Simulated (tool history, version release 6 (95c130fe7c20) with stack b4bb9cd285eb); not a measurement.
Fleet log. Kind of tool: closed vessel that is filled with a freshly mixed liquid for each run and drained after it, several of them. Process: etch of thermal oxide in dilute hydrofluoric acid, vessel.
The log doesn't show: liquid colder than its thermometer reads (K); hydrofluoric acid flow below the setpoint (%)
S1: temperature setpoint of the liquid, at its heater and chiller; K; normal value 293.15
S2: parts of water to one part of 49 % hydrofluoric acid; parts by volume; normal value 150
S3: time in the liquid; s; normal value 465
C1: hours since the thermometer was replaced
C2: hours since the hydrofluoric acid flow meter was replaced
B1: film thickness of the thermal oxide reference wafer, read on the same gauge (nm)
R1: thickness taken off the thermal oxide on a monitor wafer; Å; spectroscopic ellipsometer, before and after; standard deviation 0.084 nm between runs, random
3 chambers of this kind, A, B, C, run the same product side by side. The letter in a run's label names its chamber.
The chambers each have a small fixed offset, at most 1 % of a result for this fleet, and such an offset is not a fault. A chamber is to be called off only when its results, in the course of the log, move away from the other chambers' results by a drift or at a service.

run,hour,S1,S2,S3,C1,C2,B1,R1
1B,4.8,293.15,150,465,247.2,10.4,79.98,120.16
2C,8.3,293.15,150,465,1530,1106.9,79.992,117.38
3A,12.2,293.15,150,465,1046,389,80,118.09
4C,17.4,293.15,150,465,1539.1,1116,80.017,117.37
5A,21.7,293.15,150,465,1055.5,398.5,80.012,117.61
6B,25.6,293.15,150,465,268,31.2,80.001,119.61
7C,28.1,293.15,150,465,1549.8,1126.7,79.953,117.05
8A,33,293.15,150,465,1066.8,409.8,80.019,118.58
9B,36.9,293.15,150,465,279.3,42.5,80.01,119.09
10B,42.3,293.15,150,465,284.7,47.9,80.021,119.83
11C,46.6,293.15,150,465,1568.3,1145.2,80.016,118.22
12A,50.8,293.15,150,465,1084.6,427.6,80.017,117.13
13B,55.4,293.15,150,465,297.8,61,80.018,120.6
14C,60.5,293.15,175,300,1582.2,1159.1,79.98,63.724
15A,63.3,293.15,175,300,1097.1,440.1,79.996,63.631
16A,65.7,293.15,175,300,1099.5,442.5,79.998,63.938
17B,69.1,293.15,150,465,311.5,74.7,79.983,119.56
18C,71.6,293.15,150,465,1593.3,1170.2,79.975,117.64
19A,75.3,293.15,150,465,1109.1,452.1,79.977,118.3
20B,79.8,293.15,150,465,322.2,85.4,80.004,117.78
21C,82.2,293.15,150,465,1603.9,1180.8,79.985,119.03

Predict what each chamber gives when all 3 of them run the settings below next.
22A,86.1,293.15,150,365,,,,?
22B,86.1,293.15,150,365,,,,?
22C,86.1,293.15,150,365,,,,?

run,R1
22A,93.138
22B,95.366
22C,92.73

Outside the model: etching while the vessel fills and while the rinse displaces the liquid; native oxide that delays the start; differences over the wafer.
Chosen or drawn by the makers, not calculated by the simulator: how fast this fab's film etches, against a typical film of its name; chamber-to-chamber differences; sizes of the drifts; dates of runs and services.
